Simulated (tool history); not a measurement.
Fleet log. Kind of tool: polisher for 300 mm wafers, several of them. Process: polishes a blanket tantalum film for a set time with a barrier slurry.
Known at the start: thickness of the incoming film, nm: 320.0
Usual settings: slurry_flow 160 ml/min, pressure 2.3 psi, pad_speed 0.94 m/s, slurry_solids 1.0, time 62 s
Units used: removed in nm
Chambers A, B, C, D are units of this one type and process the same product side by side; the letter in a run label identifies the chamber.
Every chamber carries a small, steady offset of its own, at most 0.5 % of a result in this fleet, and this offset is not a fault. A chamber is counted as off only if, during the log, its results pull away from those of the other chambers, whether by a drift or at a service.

run 1B hour=6.0 | slurry_flow=160 pressure=2.3 pad_speed=0.94 slurry_solids=1.0 time=62 | removed=112.170
run 2A hour=15.5 | slurry_flow=160 pressure=2.3 pad_speed=0.94 slurry_solids=1.0 time=62 | removed=112.010
-- hour=16.3 chamber A: worn pad replaced by a new one
run 3D hour=21.5 | slurry_flow=160 pressure=2.3 pad_speed=0.94 slurry_solids=1.0 time=62 | removed=111.640
run 4C hour=32.4 | slurry_flow=160 pressure=2.3 pad_speed=0.94 slurry_solids=1.0 time=62 | removed=113.930
run 5B hour=42.9 | slurry_flow=160 pressure=2.3 pad_speed=0.94 slurry_solids=1.0 time=62 | removed=110.940
run 6A hour=51.7 | slurry_flow=160 pressure=2.3 pad_speed=0.94 slurry_solids=1.0 time=62 | removed=111.960
run 7D hour=63.8 | slurry_flow=160 pressure=2.3 pad_speed=0.94 slurry_solids=1.0 time=62 | removed=112.210
run 8C hour=74.2 | slurry_flow=160 pressure=2.3 pad_speed=0.78 slurry_solids=0.9 time=62 | removed=90.413
-- hour=76.7 chamber C: worn pad replaced by a new one
run 9D hour=80.9 | slurry_flow=160 pressure=2.3 pad_speed=0.78 slurry_solids=0.9 time=62 | removed=89.402
-- hour=85.5 chamber A: worn pad replaced by a new one
run 10A hour=88.6 | slurry_flow=160 pressure=2.3 pad_speed=0.78 slurry_solids=0.9 time=62 | removed=90.113
run 11B hour=99.8 | slurry_flow=160 pressure=2.3 pad_speed=0.78 slurry_solids=0.9 time=62 | removed=89.387
run 12C hour=112.0 | slurry_flow=160 pressure=2.0 pad_speed=0.94 slurry_solids=1.0 time=62 | removed=98.015
-- hour=112.6 chamber D: worn pad replaced by a new one
run 13B hour=117.8 | slurry_flow=160 pressure=2.0 pad_speed=0.94 slurry_solids=1.0 time=62 | removed=98.278
run 14C hour=126.4 | slurry_flow=160 pressure=2.0 pad_speed=0.94 slurry_solids=1.0 time=62 | removed=97.640
-- hour=126.9 chamber B: worn pad replaced by a new one
run 15D hour=134.7 | slurry_flow=160 pressure=2.0 pad_speed=0.94 slurry_solids=1.0 time=62 | removed=97.595
run 16A hour=141.3 | slurry_flow=160 pressure=2.3 pad_speed=0.94 slurry_solids=1.0 time=62 | removed=113.040
run 17A hour=147.1 | slurry_flow=160 pressure=2.3 pad_speed=0.94 slurry_solids=1.0 time=62 | removed=110.310
run 18B hour=156.6 | slurry_flow=160 pressure=2.3 pad_speed=0.94 slurry_solids=1.0 time=62 | removed=114.500
-- hour=157.9 chamber A: worn pad replaced by a new one
run 19C hour=165.9 | slurry_flow=160 pressure=2.3 pad_speed=1.22 slurry_solids=1.0 time=82 | removed=192.470
-- hour=166.0 chamber C: worn pad replaced by a new one
-- hour=166.7 chamber C: head pressure recalibrated
run 20D hour=176.7 | slurry_flow=160 pressure=2.3 pad_speed=1.22 slurry_solids=1.0 time=82 | removed=191.410
run 21D hour=182.5 | slurry_flow=160 pressure=2.3 pad_speed=1.22 slurry_solids=1.0 time=82 | removed=194.950
run 22A hour=191.5 | slurry_flow=160 pressure=2.3 pad_speed=1.22 slurry_solids=1.0 time=82 | removed=193.640
run 23C hour=201.9 | slurry_flow=160 pressure=2.3 pad_speed=0.94 slurry_solids=1.0 time=62 | removed=112.130
-- hour=208.1 chamber D: slurry blender recalibrated
-- hour=209.1 chamber B: slurry blender recalibrated
run 24B hour=211.5 | slurry_flow=160 pressure=2.3 pad_speed=0.94 slurry_solids=1.0 time=49 | removed=89.879
run 25C hour=221.3 | slurry_flow=160 pressure=2.3 pad_speed=0.94 slurry_solids=1.0 time=49 | removed=88.136
-- hour=226.9 chamber A: worn pad replaced by a new one
run 26B hour=230.4 | slurry_flow=160 pressure=2.3 pad_speed=0.94 slurry_solids=1.0 time=49 | removed=89.743
run 27A hour=241.3 | slurry_flow=160 pressure=2.3 pad_speed=0.94 slurry_solids=1.0 time=49 | removed=88.044
-- hour=249.4 chamber D: worn pad replaced by a new one
run 28D hour=251.1 | slurry_flow=160 pressure=2.3 pad_speed=0.94 slurry_solids=1.0 time=62 | removed=113.510
-- hour=253.8 chamber B: worn pad replaced by a new one
run 29C hour=258.7 | slurry_flow=160 pressure=2.3 pad_speed=0.94 slurry_solids=1.0 time=62 | removed=109.310
run 30A hour=264.3 | slurry_flow=160 pressure=2.3 pad_speed=0.94 slurry_solids=1.0 time=62 | removed=111.710
-- hour=269.8 chamber B: head pressure recalibrated
run 31D hour=275.2 | slurry_flow=160 pressure=2.3 pad_speed=0.94 slurry_solids=1.0 time=62 | removed=112.660
run 32B hour=282.6 | slurry_flow=160 pressure=2.3 pad_speed=0.94 slurry_solids=1.0 time=62 | removed=114.090

Has any chamber moved away from the others, gradually or after a service, or does the common gauge drift, or do the chambers differ only by their own small steady offsets? State the chamber and the most likely cause if one applies.

It is chamber C that slowly wanders off from its peers.
What lies behind it: abrasive missing from the slurry, % = 13.8.
It could be hard to tell apart here from: slurry flow missing at the pad, %.

Which of the 4 candidates below, each the usual settings with something changed and its results left as question marks, puts chamber C back in line with what the other chambers give on the usual settings?
In line here means within this much of the mean the other chambers give on the usual settings: removed 3.300 nm
run 33C-1 hour=291.3 | slurry_flow=160 pressure=2.3 pad_speed=0.96 slurry_solids=1.00 time=63 | removed=?
run 33C-2 hour=291.3 | slurry_flow=160 pressure=2.4 pad_speed=0.96 slurry_solids=1.00 time=64 | removed=?
run 33C-3 hour=291.3 | slurry_flow=160 pressure=2.3 pad_speed=0.94 slurry_solids=0.90 time=62 | removed=?
run 33C-4 hour=291.3 | slurry_flow=160 pressure=2.3 pad_speed=0.94 slurry_solids=0.75 time=62 | removed=?

What the other chambers average on the usual settings: removed 112.260 nm
run=33C-1 removed=112.060
run=33C-2 removed=118.820
run=33C-3 removed=104.350
run=33C-4 removed=97.834
Change 33C-1 lands the chamber within the allowed miss of the other chambers.
